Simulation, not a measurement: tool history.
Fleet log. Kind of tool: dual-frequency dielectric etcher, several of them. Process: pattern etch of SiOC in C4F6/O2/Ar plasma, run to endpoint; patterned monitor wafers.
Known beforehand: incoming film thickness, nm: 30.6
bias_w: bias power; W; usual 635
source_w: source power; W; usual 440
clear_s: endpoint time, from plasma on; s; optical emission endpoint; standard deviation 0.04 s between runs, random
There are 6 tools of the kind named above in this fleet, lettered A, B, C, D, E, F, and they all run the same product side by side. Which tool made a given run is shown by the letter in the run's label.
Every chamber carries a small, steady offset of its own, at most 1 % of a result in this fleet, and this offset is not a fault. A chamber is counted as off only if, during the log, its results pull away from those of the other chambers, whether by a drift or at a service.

run 1A day=0.575 | bias_w=635 source_w=440 | clear_s=8.9722
run 2D day=0.958 | bias_w=635 source_w=440 | clear_s=9.0925
run 3F day=1.450 | bias_w=635 source_w=440 | clear_s=9.0762
-- day=1.788 chamber B: wet clean of the chamber
run 4B day=1.829 | bias_w=635 source_w=440 | clear_s=9.0934
run 5C day=2.100 | bias_w=531 source_w=370 | clear_s=10.5040
run 6E day=2.475 | bias_w=531 source_w=370 | clear_s=10.4000
run 7F day=2.912 | bias_w=531 source_w=370 | clear_s=10.4270
run 8B day=3.262 | bias_w=531 source_w=370 | clear_s=10.3000
run 9D day=3.742 | bias_w=531 source_w=370 | clear_s=10.4120
run 10E day=4.038 | bias_w=531 source_w=370 | clear_s=10.3730
run 11A day=4.383 | bias_w=635 source_w=440 | clear_s=9.0334
run 12C day=4.808 | bias_w=635 source_w=440 | clear_s=9.1727
run 13B day=5.383 | bias_w=635 source_w=440 | clear_s=9.1139
run 14E day=5.800 | bias_w=635 source_w=440 | clear_s=9.1374
run 15D day=6.079 | bias_w=635 source_w=440 | clear_s=9.0532
run 16C day=6.571 | bias_w=635 source_w=440 | clear_s=9.0849
run 17F day=7.029 | bias_w=635 source_w=440 | clear_s=9.1205
-- day=7.275 chamber F: wet clean of the chamber
run 18A day=7.604 | bias_w=635 source_w=440 | clear_s=9.0433
run 19B day=7.979 | bias_w=585 source_w=520 | clear_s=8.7942
-- day=8.000 chamber F: bias power generator calibrated
-- day=8.012 chamber D: wet clean of the chamber
run 20C day=8.525 | bias_w=585 source_w=520 | clear_s=8.9373
-- day=8.800 chamber A: source power generator calibrated
-- day=8.808 chamber E: wet clean of the chamber
run 21F day=8.883 | bias_w=585 source_w=520 | clear_s=8.4487
run 22E day=9.183 | bias_w=585 source_w=520 | clear_s=8.8154
run 23A day=9.654 | bias_w=585 source_w=520 | clear_s=8.7506
run 24D day=10.038 | bias_w=585 source_w=520 | clear_s=8.8228
run 25E day=10.629 | bias_w=635 source_w=510 | clear_s=8.5736
run 26A day=10.988 | bias_w=635 source_w=510 | clear_s=8.5205
run 27D day=11.458 | bias_w=635 source_w=510 | clear_s=8.5609
run 28B day=11.738 | bias_w=635 source_w=510 | clear_s=8.6038
run 29F day=12.200 | bias_w=635 source_w=510 | clear_s=8.2480
-- day=12.417 chamber C: wet clean of the chamber
run 30C day=12.700 | bias_w=635 source_w=510 | clear_s=8.7067
run 31B day=13.229 | bias_w=635 source_w=440 | clear_s=9.1052
run 32C day=13.562 | bias_w=635 source_w=440 | clear_s=9.2014
run 33D day=13.854 | bias_w=635 source_w=440 | clear_s=9.0518
run 34E day=14.146 | bias_w=635 source_w=440 | clear_s=9.0537
run 35A day=14.454 | bias_w=635 source_w=440 | clear_s=9.0062
run 36F day=14.788 | bias_w=635 source_w=440 | clear_s=8.7024
run 37B day=15.262 | bias_w=635 source_w=440 | clear_s=9.0360
run 38E day=15.838 | bias_w=635 source_w=440 | clear_s=9.1162
run 39F day=16.100 | bias_w=635 source_w=440 | clear_s=8.7098

Is one chamber out of step, is the gauge drifting, or do the chambers differ by no more than their own small offsets? For an off chamber, give its letter and the likeliest cause.

Chamber F came out of a service off from its peers and stayed that way.
Likeliest cause: etch rate over this chamber's usual, % = 4.43.

Below are 4 candidate recipes for chamber F's next run, each the usual settings with a change, their results shown as question marks. Which of them brings F's results back in line with what the other chambers give on the usual settings?
In line here means within this much of the mean the other chambers give on the usual settings: clear_s 0.1400 s
run 40F-1 day=16.529 | bias_w=635 source_w=490 | clear_s=?
run 40F-2 day=16.529 | bias_w=710 source_w=490 | clear_s=?
run 40F-3 day=16.529 | bias_w=517 source_w=440 | clear_s=?
run 40F-4 day=16.529 | bias_w=635 source_w=390 | clear_s=?

Other chambers, usual settings, mean: clear_s 9.0859 s
run=40F-1 clear_s=8.3693
run=40F-2 clear_s=8.0208
run=40F-3 clear_s=9.3995
run=40F-4 clear_s=9.0919
40F-4 brings the chamber back in line.
